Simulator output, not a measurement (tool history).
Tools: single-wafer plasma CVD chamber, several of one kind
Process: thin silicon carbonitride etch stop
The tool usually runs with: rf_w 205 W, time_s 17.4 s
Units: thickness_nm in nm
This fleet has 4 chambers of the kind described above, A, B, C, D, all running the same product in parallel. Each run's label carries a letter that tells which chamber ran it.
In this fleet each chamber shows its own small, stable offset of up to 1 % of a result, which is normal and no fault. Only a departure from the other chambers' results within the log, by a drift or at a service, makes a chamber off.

run    day  rf_w  time_s  read-back reference wafer on the same gauge, thickness_nm  thickness_nm
 1D  0.183   205    17.4                                                     10.427       10.0670
 2C  0.496   205    17.4                                                     10.415        9.9043
 3A  0.708   205    17.4                                                     10.415       10.0520
 4B  0.888   205    17.4                                                     10.429        9.9890
 5D  1.100   205    17.4                                                     10.417       10.0240
 6A  1.275   205    17.4                                                     10.415        9.9287
 7B  1.462   205    17.4                                                     10.429        9.9909
 8C  1.717   205    17.4                                                     10.420        9.8707
 9D  1.896   205    17.4                                                     10.420        9.9878
10A  2.175   205    17.4                                                     10.426        9.9615
11C  2.454   205    17.4                                                     10.411        9.8897
12B  2.762   205    17.4                                                     10.420       10.0280
13D  3.108   205    17.4                                                     10.414       10.0050
14B  3.375   205    17.4                                                     10.407        9.9789
15C  3.642   205    17.4                                                     10.413        9.9428
16A  3.829   205    14.3                                                     10.415        8.2167
17D  4.029   205    14.3                                                     10.422        8.2396
18B  4.267   205    14.3                                                     10.419        8.1550
19C  4.512   205    14.3                                                     10.425        8.0629
20A  4.825   205    20.1                                                     10.420       11.5530
21D  5.054   205    20.1                                                     10.426       11.5320
22C  5.212   205    20.1                                                     10.420       11.4680
23A  5.400   205    20.1                                                     10.429       11.5080
24B  5.667   205    17.4                                                     10.419        9.9651
25B  5.958   205    17.4                                                     10.416        9.9460
26D  6.300   205    17.4                                                     10.413       10.0370
27A  6.621   205    17.4                                                     10.425       10.0210
     6.762  -- chamber A: thermocouple changed; heater temperature recalibrated
28C  6.838   205    17.4                                                     10.418        9.9737
29A  7.121   205    19.7                                                     10.424       11.2510
30B  7.288   205    19.7                                                     10.429       11.2980
31C  7.492   205    19.7                                                     10.430       11.3480
32D  7.662   205    19.7                                                     10.413       11.3370
33D  7.875   205    17.4                                                     10.409       10.0930
34A  8.208   205    17.4                                                     10.422       10.0030

Predict what each chamber gives when all 4 of them run the settings below next.
35A  8.458   205    19.8                                                                        ?
35B  8.458   205    19.8                                                                        ?
35C  8.458   205    19.8                                                                        ?
35D  8.458   205    19.8                                                                        ?

run  thickness_nm
35A       11.3830
35B       11.4820
35C       11.2300
35D       11.4390
